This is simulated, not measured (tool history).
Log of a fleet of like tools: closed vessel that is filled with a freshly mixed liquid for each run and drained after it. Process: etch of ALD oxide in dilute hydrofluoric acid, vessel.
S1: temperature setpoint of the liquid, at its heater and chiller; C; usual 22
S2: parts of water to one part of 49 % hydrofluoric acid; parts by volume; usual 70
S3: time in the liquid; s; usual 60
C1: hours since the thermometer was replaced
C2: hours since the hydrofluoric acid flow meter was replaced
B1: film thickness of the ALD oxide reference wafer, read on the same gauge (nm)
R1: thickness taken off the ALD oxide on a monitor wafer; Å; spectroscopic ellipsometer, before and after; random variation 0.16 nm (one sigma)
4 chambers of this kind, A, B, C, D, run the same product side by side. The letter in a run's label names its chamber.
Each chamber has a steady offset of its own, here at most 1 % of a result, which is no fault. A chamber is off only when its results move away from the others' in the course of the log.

run 1D hour=10.1 | S1=22 S2=70 S3=60 | C1=164.5 C2=153.3 | B1=69.997 | R1=248.99
run 2A hour=16.5 | S1=22 S2=70 S3=60 | C1=85.9 C2=133.6 | B1=70.024 | R1=248.90
run 3B hour=28.2 | S1=22 S2=70 S3=60 | C1=2623.6 C2=1291.1 | B1=69.987 | R1=247.88
run 4C hour=39.6 | S1=22 S2=70 S3=60 | C1=42.3 C2=103.2 | B1=69.986 | R1=252.96
run 5A hour=49.9 | S1=17 S2=100 S3=60 | C1=119.3 C2=167.0 | B1=70.017 | R1=137.66
run 6C hour=58.8 | S1=17 S2=100 S3=60 | C1=61.5 C2=122.4 | B1=70.030 | R1=137.70
run 7B hour=65.2 | S1=17 S2=100 S3=60 | C1=2660.6 C2=1328.1 | B1=69.980 | R1=138.18
run 8D hour=77.9 | S1=17 S2=100 S3=60 | C1=232.3 C2=221.1 | B1=69.986 | R1=135.42
run 9A hour=88.3 | S1=22 S2=70 S3=60 | C1=157.7 C2=205.4 | B1=69.971 | R1=249.76
run 10B hour=100.2 | S1=22 S2=70 S3=60 | C1=2695.6 C2=1363.1 | B1=70.041 | R1=254.70
run 11D hour=106.9 | S1=22 S2=70 S3=60 | C1=261.3 C2=250.1 | B1=69.996 | R1=249.74
run 12C hour=115.1 | S1=22 S2=70 S3=60 | C1=117.8 C2=178.7 | B1=70.028 | R1=252.11
run 13B hour=123.0 | S1=22 S2=70 S3=60 | C1=2718.4 C2=1385.9 | B1=70.001 | R1=258.76
run 14C hour=134.1 | S1=22 S2=70 S3=60 | C1=136.8 C2=197.7 | B1=69.999 | R1=250.85
-- hour=139.6 chamber B: thermometer replaced
run 15D hour=141.6 | S1=22 S2=70 S3=60 | C1=296.0 C2=284.8 | B1=70.006 | R1=248.16
run 16A hour=152.0 | S1=24 S2=100 S3=60 | C1=221.4 C2=269.1 | B1=70.038 | R1=185.41
run 17C hour=158.3 | S1=24 S2=100 S3=60 | C1=161.0 C2=221.9 | B1=69.948 | R1=183.28
run 18A hour=165.6 | S1=24 S2=100 S3=60 | C1=235.0 C2=282.7 | B1=70.015 | R1=185.61
run 19B hour=176.5 | S1=24 S2=100 S3=60 | C1=36.9 C2=1439.4 | B1=70.007 | R1=196.61
run 20D hour=182.5 | S1=22 S2=70 S3=60 | C1=336.9 C2=325.7 | B1=69.995 | R1=250.49
run 21A hour=190.9 | S1=22 S2=70 S3=60 | C1=260.3 C2=308.0 | B1=69.983 | R1=251.85
run 22B hour=201.5 | S1=22 S2=70 S3=60 | C1=61.9 C2=1464.4 | B1=69.973 | R1=268.65
run 23D hour=211.0 | S1=22 S2=70 S3=60 | C1=365.4 C2=354.2 | B1=70.003 | R1=248.55
run 24C hour=224.2 | S1=22 S2=70 S3=60 | C1=226.9 C2=287.8 | B1=70.025 | R1=253.30

Is one chamber off against the others, does the gauge drift, or is nothing wrong? If a chamber is off, say which, and what the likeliest cause is.

Chamber B drifts away from the others.
Cause: hydrofluoric acid flow above the setpoint (%) = 8.76.

Here are 4 candidates for chamber B's next run, each the usual settings with a change, their results left as question marks. Which one brings its results back in line with what the others give on the usual settings?
In line means no further than this from the other chambers' mean on the usual settings: R1 5.60 Å
run 25B-1 hour=233.9 | S1=24.0 S2=70 S3=60 | R1=?
run 25B-2 hour=233.9 | S1=21.0 S2=70 S3=60 | R1=?
run 25B-3 hour=233.9 | S1=23.0 S2=70 S3=60 | R1=?
run 25B-4 hour=233.9 | S1=21.5 S2=75 S3=60 | R1=?

The other chambers' mean on the usual settings: R1 250.36 Å
run=25B-1 R1=297.63
run=25B-2 R1=262.91
run=25B-3 R1=285.59
run=25B-4 R1=249.02
25B-4 brings the chamber back in line.
